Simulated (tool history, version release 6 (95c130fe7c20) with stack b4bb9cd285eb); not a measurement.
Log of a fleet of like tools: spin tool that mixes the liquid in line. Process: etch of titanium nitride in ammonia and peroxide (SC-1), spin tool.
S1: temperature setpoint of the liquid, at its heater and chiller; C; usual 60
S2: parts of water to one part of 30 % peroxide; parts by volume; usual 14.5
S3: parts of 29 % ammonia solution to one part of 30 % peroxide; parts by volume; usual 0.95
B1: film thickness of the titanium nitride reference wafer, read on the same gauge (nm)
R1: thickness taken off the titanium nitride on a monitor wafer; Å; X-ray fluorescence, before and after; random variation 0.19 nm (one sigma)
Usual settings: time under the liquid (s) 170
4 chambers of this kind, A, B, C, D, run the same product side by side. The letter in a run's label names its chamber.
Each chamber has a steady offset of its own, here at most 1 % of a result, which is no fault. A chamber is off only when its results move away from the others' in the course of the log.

{"run": "1B", "day": 0.192, "S1": 60, "S2": 14.5, "S3": 0.95, "time under the liquid (s)": 170, "B1": 130.0, "R1": 232.34}
{"day": 0.475, "done": "chamber B: new drum of ammonia solution connected"}
{"run": "2D", "day": 0.488, "S1": 60, "S2": 14.5, "S3": 0.95, "time under the liquid (s)": 170, "B1": 130.01, "R1": 236.57}
{"run": "3A", "day": 0.692, "S1": 60, "S2": 14.5, "S3": 0.95, "time under the liquid (s)": 170, "B1": 130.0, "R1": 235.19}
{"run": "4C", "day": 1.038, "S1": 60, "S2": 14.5, "S3": 0.95, "time under the liquid (s)": 170, "B1": 129.97, "R1": 232.45}
{"run": "5B", "day": 1.262, "S1": 60, "S2": 14.5, "S3": 0.95, "time under the liquid (s)": 170, "B1": 130.04, "R1": 236.06}
{"run": "6D", "day": 1.538, "S1": 60, "S2": 14.5, "S3": 0.95, "time under the liquid (s)": 170, "B1": 130.01, "R1": 232.19}
{"run": "7C", "day": 1.938, "S1": 60, "S2": 14.5, "S3": 0.95, "time under the liquid (s)": 170, "B1": 129.98, "R1": 233.42}
{"run": "8A", "day": 2.121, "S1": 60, "S2": 14.5, "S3": 0.95, "time under the liquid (s)": 170, "B1": 129.99, "R1": 239.53}
{"day": 2.279, "done": "chamber B: heated supply line repaired"}
{"run": "9B", "day": 2.35, "S1": 60, "S2": 14.5, "S3": 0.95, "time under the liquid (s)": 170, "B1": 129.97, "R1": 234.95}
{"run": "10A", "day": 2.625, "S1": 60, "S2": 14.5, "S3": 0.95, "time under the liquid (s)": 170, "B1": 129.98, "R1": 237.67}
{"day": 2.896, "done": "chamber C: ammonia flow meter replaced"}
{"run": "11C", "day": 2.896, "S1": 60, "S2": 14.5, "S3": 0.95, "time under the liquid (s)": 170, "B1": 130.03, "R1": 235.51}
{"day": 2.942, "done": "chamber B: ammonia flow meter replaced"}
{"run": "12D", "day": 3.162, "S1": 60, "S2": 14.5, "S3": 0.95, "time under the liquid (s)": 170, "B1": 129.99, "R1": 236.07}
{"run": "13C", "day": 3.546, "S1": 60, "S2": 14.5, "S3": 0.95, "time under the liquid (s)": 170, "B1": 130.01, "R1": 239.39}
{"run": "14B", "day": 3.833, "S1": 60, "S2": 14.5, "S3": 0.95, "time under the liquid (s)": 170, "B1": 129.99, "R1": 233.51}
{"run": "15A", "day": 4.008, "S1": 60, "S2": 14.5, "S3": 0.95, "time under the liquid (s)": 240, "B1": 130.01, "R1": 327.26}
{"run": "16D", "day": 4.354, "S1": 60, "S2": 14.5, "S3": 0.95, "time under the liquid (s)": 240, "B1": 130.04, "R1": 333.17}
{"run": "17C", "day": 4.629, "S1": 60, "S2": 14.5, "S3": 0.95, "time under the liquid (s)": 240, "B1": 129.99, "R1": 332.78}
{"run": "18A", "day": 4.979, "S1": 60, "S2": 14.5, "S3": 0.95, "time under the liquid (s)": 240, "B1": 130.02, "R1": 316.26}
{"run": "19D", "day": 5.171, "S1": 60, "S2": 14.5, "S3": 0.95, "time under the liquid (s)": 170, "B1": 130.0, "R1": 232.54}
{"run": "20B", "day": 5.383, "S1": 60, "S2": 14.5, "S3": 0.95, "time under the liquid (s)": 170, "B1": 129.99, "R1": 235.64}
{"run": "21A", "day": 5.696, "S1": 60, "S2": 14.5, "S3": 0.95, "time under the liquid (s)": 170, "B1": 130.01, "R1": 221.04}
{"run": "22C", "day": 6.054, "S1": 60, "S2": 14.5, "S3": 0.95, "time under the liquid (s)": 170, "B1": 129.97, "R1": 236.13}
{"run": "23D", "day": 6.275, "S1": 60, "S2": 14.5, "S3": 0.95, "time under the liquid (s)": 170, "B1": 130.02, "R1": 234.92}
{"run": "24B", "day": 6.533, "S1": 60, "S2": 14.5, "S3": 0.95, "time under the liquid (s)": 170, "B1": 130.0, "R1": 232.94}
{"run": "25D", "day": 6.8, "S1": 60, "S2": 14.5, "S3": 0.95, "time under the liquid (s)": 170, "B1": 130.0, "R1": 236.24}
{"run": "26C", "day": 7.2, "S1": 60, "S2": 14.5, "S3": 0.95, "time under the liquid (s)": 170, "B1": 130.01, "R1": 235.65}
{"run": "27A", "day": 7.433, "S1": 60, "S2": 14.5, "S3": 0.95, "time under the liquid (s)": 170, "B1": 129.98, "R1": 216.83}
{"run": "28B", "day": 7.733, "S1": 60, "S2": 14.5, "S3": 0.95, "time under the liquid (s)": 170, "B1": 130.02, "R1": 234.13}
{"run": "29A", "day": 7.921, "S1": 60, "S2": 14.5, "S3": 0.95, "time under the liquid (s)": 170, "B1": 130.0, "R1": 214.06}
{"run": "30C", "day": 8.183, "S1": 60, "S2": 14.5, "S3": 0.95, "time under the liquid (s)": 170, "B1": 130.0, "R1": 233.44}
{"run": "31D", "day": 8.371, "S1": 60, "S2": 14.5, "S3": 0.95, "time under the liquid (s)": 170, "B1": 130.01, "R1": 236.68}
{"run": "32B", "day": 8.688, "S1": 60, "S2": 14.5, "S3": 0.95, "time under the liquid (s)": 170, "B1": 130.0, "R1": 232.39}
{"run": "33D", "day": 8.971, "S1": 60, "S2": 14.5, "S3": 0.95, "time under the liquid (s)": 170, "B1": 129.98, "R1": 236.89}

Is one chamber off against the others, does the gauge drift, or is nothing wrong? If a chamber is off, say which, and what the likeliest cause is.

Chamber A drifts away from the others.
Cause: liquid colder than its thermometer reads (K) = 1.79.
The log may not tell that from: temperature lost on the way to the wafer (K).

Here are 4 candidates for chamber A's next run, each the usual settings with a change, their results left as question marks. Which one brings its results back in line with what the others give on the usual settings?
In line means no further than this from the other chambers' mean on the usual settings: R1 6.70 Å
{"run": "34A-1", "day": 9.262, "S1": 59.5, "S2": 14.5, "S3": 0.95, "time under the liquid (s)": 165, "R1": "?"}
{"run": "34A-2", "day": 9.262, "S1": 60.0, "S2": 17.0, "S3": 0.9, "time under the liquid (s)": 170, "R1": "?"}
{"run": "34A-3", "day": 9.262, "S1": 60.0, "S2": 14.5, "S3": 0.95, "time under the liquid (s)": 190, "R1": "?"}
{"run": "34A-4", "day": 9.262, "S1": 60.0, "S2": 13.0, "S3": 0.95, "time under the liquid (s)": 170, "R1": "?"}

The other chambers' mean on the usual settings: R1 234.55 Å
run=34A-1 R1=198.26
run=34A-2 R1=191.82
run=34A-3 R1=235.84
run=34A-4 R1=223.66
34A-3 brings the chamber back in line.
